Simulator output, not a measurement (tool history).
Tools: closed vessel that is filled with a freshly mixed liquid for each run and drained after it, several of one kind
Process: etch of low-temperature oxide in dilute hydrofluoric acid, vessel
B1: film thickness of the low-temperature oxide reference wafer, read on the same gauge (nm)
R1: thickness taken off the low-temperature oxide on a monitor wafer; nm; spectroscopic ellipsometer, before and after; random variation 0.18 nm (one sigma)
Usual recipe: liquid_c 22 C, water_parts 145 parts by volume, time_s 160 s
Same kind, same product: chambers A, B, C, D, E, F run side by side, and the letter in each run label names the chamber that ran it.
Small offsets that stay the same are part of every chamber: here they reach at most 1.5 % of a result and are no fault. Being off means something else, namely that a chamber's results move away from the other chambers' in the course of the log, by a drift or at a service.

run 1E hour=6.4 | liquid_c=22 water_parts=145 time_s=160 | B1=100.01 | R1=22.056
run 2A hour=12.7 | liquid_c=22 water_parts=145 time_s=160 | B1=99.999 | R1=21.796
run 3F hour=16.4 | liquid_c=22 water_parts=145 time_s=160 | B1=100 | R1=22.178
run 4D hour=20.6 | liquid_c=22 water_parts=145 time_s=160 | B1=99.992 | R1=22.263
run 5B hour=23.8 | liquid_c=22 water_parts=145 time_s=160 | B1=100 | R1=21.882
run 6C hour=29.4 | liquid_c=22 water_parts=145 time_s=160 | B1=100.01 | R1=22.187
run 7C hour=33.1 | liquid_c=22 water_parts=145 time_s=160 | B1=100.02 | R1=22.059
run 8B hour=38.7 | liquid_c=22 water_parts=145 time_s=160 | B1=100.01 | R1=21.773
run 9D hour=44.1 | liquid_c=22 water_parts=145 time_s=160 | B1=100.01 | R1=21.939
run 10A hour=47.3 | liquid_c=22 water_parts=145 time_s=160 | B1=100.01 | R1=21.722
run 11E hour=53.5 | liquid_c=22 water_parts=145 time_s=160 | B1=99.968 | R1=21.957
run 12F hour=59 | liquid_c=22 water_parts=145 time_s=160 | B1=99.991 | R1=22.302
run 13C hour=62.5 | liquid_c=18.5 water_parts=145 time_s=75 | B1=100.01 | R1=9.0218
run 14E hour=66 | liquid_c=18.5 water_parts=145 time_s=75 | B1=99.999 | R1=9.1377
run 15F hour=72.4 | liquid_c=18.5 water_parts=145 time_s=75 | B1=100 | R1=9.1642
run 16A hour=77.5 | liquid_c=18.5 water_parts=145 time_s=75 | B1=99.979 | R1=8.8729
run 17B hour=83.8 | liquid_c=18.5 water_parts=145 time_s=75 | B1=99.999 | R1=9.0302
run 18D hour=90.1 | liquid_c=18.5 water_parts=145 time_s=75 | B1=100 | R1=9.0785
run 19B hour=95 | liquid_c=22 water_parts=145 time_s=160 | B1=100 | R1=21.774
run 20E hour=99.1 | liquid_c=22 water_parts=145 time_s=160 | B1=99.987 | R1=21.549
run 21F hour=105.5 | liquid_c=22 water_parts=145 time_s=160 | B1=99.999 | R1=21.907
run 22D hour=108.4 | liquid_c=22 water_parts=145 time_s=160 | B1=99.993 | R1=22.341
run 23C hour=112.5 | liquid_c=22 water_parts=145 time_s=160 | B1=100 | R1=22.218
run 24A hour=116.5 | liquid_c=22 water_parts=145 time_s=160 | B1=100 | R1=21.648
run 25B hour=122.2 | liquid_c=22 water_parts=145 time_s=160 | B1=100.02 | R1=22.359
run 26F hour=126.9 | liquid_c=20.5 water_parts=145 time_s=160 | B1=100 | R1=20.981
run 27D hour=129.6 | liquid_c=20.5 water_parts=145 time_s=160 | B1=99.999 | R1=20.516
run 28C hour=134.8 | liquid_c=20.5 water_parts=145 time_s=160 | B1=99.989 | R1=20.804
run 29A hour=139.2 | liquid_c=20.5 water_parts=145 time_s=160 | B1=99.999 | R1=20.524
run 30E hour=142.4 | liquid_c=20.5 water_parts=145 time_s=160 | B1=99.994 | R1=20.255
run 31E hour=146.4 | liquid_c=20.5 water_parts=145 time_s=160 | B1=100 | R1=20.415
run 32A hour=150.1 | liquid_c=22 water_parts=145 time_s=160 | B1=100.03 | R1=21.786
run 33F hour=154.7 | liquid_c=22 water_parts=145 time_s=160 | B1=100.01 | R1=22.057
run 34D hour=159.4 | liquid_c=22 water_parts=145 time_s=160 | B1=100.01 | R1=21.735
run 35C hour=164 | liquid_c=22 water_parts=145 time_s=160 | B1=100 | R1=22.184
run 36B hour=168.4 | liquid_c=22 water_parts=145 time_s=160 | B1=100.01 | R1=22.066
run 37F hour=174.4 | liquid_c=22 water_parts=145 time_s=160 | B1=99.994 | R1=22.253
run 38A hour=178.4 | liquid_c=22 water_parts=145 time_s=160 | B1=99.982 | R1=21.843
run 39E hour=183.8 | liquid_c=22 water_parts=145 time_s=160 | B1=99.99 | R1=21.174
run 40B hour=188.2 | liquid_c=22 water_parts=145 time_s=160 | B1=100 | R1=21.852
run 41D hour=194 | liquid_c=22 water_parts=145 time_s=160 | B1=99.993 | R1=21.865
run 42C hour=197.6 | liquid_c=22 water_parts=145 time_s=160 | B1=99.995 | R1=22.489
run 43B hour=200.8 | liquid_c=22 water_parts=145 time_s=160 | B1=99.999 | R1=21.654
run 44D hour=205.5 | liquid_c=22 water_parts=145 time_s=160 | B1=100.02 | R1=21.903

Has any chamber moved away from the others, gradually or after a service, or does the common gauge drift, or do the chambers differ only by their own small steady offsets? State the chamber and the most likely cause if one applies.

Chamber E drifts away from the others.
What lies behind it: liquid colder than its thermometer reads (K) = 1.38.
The log may not tell that from: hydrofluoric acid flow below the setpoint (%).

Chamber E could run next with any of the 4 candidate recipes listed below; each alters the usual settings, and their results appear as question marks. Which one brings its results back in line with what the other chambers deliver on the usual settings?
In line here means within this much of the mean the other chambers give on the usual settings: R1 0.62 nm
run 45E-1 hour=210.1 | liquid_c=22 water_parts=140 time_s=170 | R1=?
run 45E-2 hour=210.1 | liquid_c=22 water_parts=145 time_s=150 | R1=?
run 45E-3 hour=210.1 | liquid_c=23.5 water_parts=145 time_s=160 | R1=?
run 45E-4 hour=210.1 | liquid_c=22 water_parts=150 time_s=150 | R1=?

Other chambers, usual settings, mean: R1 22.015 nm
run=45E-1 R1=23.026
run=45E-2 R1=19.502
run=45E-3 R1=22.077
run=45E-4 R1=18.744
With 45E-3, the chamber falls back in line with the rest.
